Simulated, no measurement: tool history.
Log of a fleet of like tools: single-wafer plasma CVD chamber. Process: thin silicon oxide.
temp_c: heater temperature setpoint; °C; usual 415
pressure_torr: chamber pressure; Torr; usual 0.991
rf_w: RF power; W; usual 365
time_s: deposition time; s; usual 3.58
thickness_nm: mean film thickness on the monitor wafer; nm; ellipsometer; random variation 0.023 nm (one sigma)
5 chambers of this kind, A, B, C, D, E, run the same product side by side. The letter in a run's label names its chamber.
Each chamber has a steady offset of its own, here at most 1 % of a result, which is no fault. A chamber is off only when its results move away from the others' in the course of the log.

| run | day | temp_c | pressure_torr | rf_w | time_s | hours since the last thermocouple change | hours since the last RF generator calibration | hours since the last manometer calibration | read-back reference wafer on the same gauge, thickness_nm | thickness_nm |
|---|---|---|---|---|---|---|---|---|---|---|
| 1B | 0.304 | 415 | 0.991 | 365 | 3.58 | 1025.7 | 463 | 1329.2 | 8.3085 | 8.5092 |
|  | 0.683 | chamber B: thermocouple changed; heater temperature recalibrated |
| 2C | 0.808 | 415 | 0.991 | 365 | 3.58 | 793.8 | 1199.1 | 588.3 | 8.3128 | 8.5224 |
| 3A | 1.192 | 415 | 0.991 | 365 | 3.58 | 853.7 | 1507.6 | 730 | 8.3025 | 8.5016 |
| 4D | 1.612 | 415 | 0.991 | 365 | 3.58 | 400.9 | 583.5 | 493.4 | 8.3085 | 8.4757 |
| 5E | 2.233 | 415 | 0.991 | 365 | 3.58 | 2033.3 | 896.7 | 1386.4 | 8.3104 | 8.4479 |
| 6B | 2.854 | 415 | 0.991 | 365 | 3.58 | 52.1 | 524.2 | 1390.4 | 8.3082 | 8.5415 |
| 7D | 3.258 | 415 | 0.991 | 365 | 3.58 | 440.4 | 623 | 532.9 | 8.3173 | 8.5112 |
| 8A | 3.754 | 415 | 0.991 | 365 | 3.58 | 915.2 | 1569.1 | 791.5 | 8.3087 | 8.4889 |
| 9E | 4.35 | 415 | 0.991 | 365 | 3.58 | 2084.1 | 947.5 | 1437.2 | 8.3145 | 8.4218 |
| 10C | 4.767 | 415 | 0.991 | 365 | 3.58 | 888.8 | 1294.1 | 683.3 | 8.3114 | 8.4998 |
|  | 5.012 | chamber C: RF generator calibrated |
| 11E | 5.271 | 415 | 0.991 | 365 | 3.58 | 2106.2 | 969.6 | 1459.3 | 8.3093 | 8.4576 |
| 12D | 5.867 | 415 | 0.991 | 365 | 3.58 | 503 | 685.6 | 595.5 | 8.3094 | 8.5173 |
|  | 6.221 | chamber A: capacitance manometer re-zeroed and calibrated |
| 13A | 6.25 | 415 | 0.991 | 365 | 3.58 | 975.1 | 1629 | 0.8 | 8.311 | 8.6762 |
| 14B | 6.812 | 415 | 0.991 | 365 | 3.58 | 147.1 | 619.2 | 1485.4 | 8.3089 | 8.4816 |
| 15C | 7.408 | 415 | 0.991 | 365 | 3.58 | 952.2 | 57.6 | 746.7 | 8.309 | 8.4843 |
| 16D | 7.858 | 415 | 0.991 | 365 | 3.58 | 550.8 | 733.4 | 643.3 | 8.3144 | 8.482 |
| 17B | 8.45 | 415 | 0.991 | 365 | 3.58 | 186.4 | 658.5 | 1524.7 | 8.3118 | 8.5137 |
| 18C | 8.75 | 415 | 0.991 | 365 | 3.58 | 984.4 | 89.8 | 778.9 | 8.3144 | 8.5144 |
| 19E | 9.329 | 415 | 0.991 | 365 | 3.58 | 2203.6 | 1067 | 1556.7 | 8.3088 | 8.4677 |
| 20A | 9.688 | 415 | 0.991 | 365 | 3.58 | 1057.6 | 1711.5 | 83.3 | 8.3167 | 8.7111 |
| 21A | 10.092 | 415 | 0.991 | 365 | 3.58 | 1067.3 | 1721.2 | 93 | 8.3102 | 8.6824 |
| 22E | 10.438 | 415 | 0.991 | 365 | 3.58 | 2230.2 | 1093.6 | 1583.3 | 8.311 | 8.493 |
| 23B | 10.812 | 415 | 0.991 | 365 | 3.58 | 243.1 | 715.2 | 1581.4 | 8.3085 | 8.5017 |
| 24C | 11.479 | 415 | 0.991 | 365 | 3.58 | 1049.9 | 155.3 | 844.4 | 8.3067 | 8.4837 |
| 25D | 11.908 | 415 | 0.991 | 365 | 3.58 | 648 | 830.6 | 740.5 | 8.3113 | 8.4987 |
| 26E | 12.288 | 415 | 0.991 | 365 | 3.58 | 2274.6 | 1138 | 1627.7 | 8.3082 | 8.4261 |
| 27C | 12.962 | 415 | 0.991 | 420 | 2.95 | 1085.5 | 190.9 | 880 | 8.3112 | 7.3278 |
| 28A | 13.362 | 415 | 0.991 | 420 | 2.95 | 1145.8 | 1799.7 | 171.5 | 8.3116 | 7.4706 |
| 29D | 13.95 | 415 | 0.991 | 420 | 2.95 | 697 | 879.6 | 789.5 | 8.3115 | 7.399 |
| 30B | 14.279 | 415 | 0.991 | 420 | 2.95 | 326.3 | 798.4 | 1664.6 | 8.3131 | 7.3497 |
| 31A | 14.696 | 415 | 0.991 | 420 | 2.95 | 1177.8 | 1831.7 | 203.5 | 8.3118 | 7.5057 |
| 32C | 15.075 | 415 | 0.991 | 365 | 3.58 | 1136.2 | 241.6 | 930.7 | 8.3031 | 8.5268 |
| 33E | 15.575 | 415 | 0.991 | 365 | 3.58 | 2353.5 | 1216.9 | 1706.6 | 8.3122 | 8.4184 |

Next, every chamber runs the same settings. What will each give?
| 34A | 16.062 | 415 | 0.991 | 365 | 3.58 |  |  |  |  | ? |
| 34B | 16.062 | 415 | 0.991 | 365 | 3.58 |  |  |  |  | ? |
| 34C | 16.062 | 415 | 0.991 | 365 | 3.58 |  |  |  |  | ? |
| 34D | 16.062 | 415 | 0.991 | 365 | 3.58 |  |  |  |  | ? |
| 34E | 16.062 | 415 | 0.991 | 365 | 3.58 |  |  |  |  | ? |

| run | thickness_nm |
|---|---|
| 34A | 8.6277 |
| 34B | 8.5129 |
| 34C | 8.5168 |
| 34D | 8.5132 |
| 34E | 8.4411 |
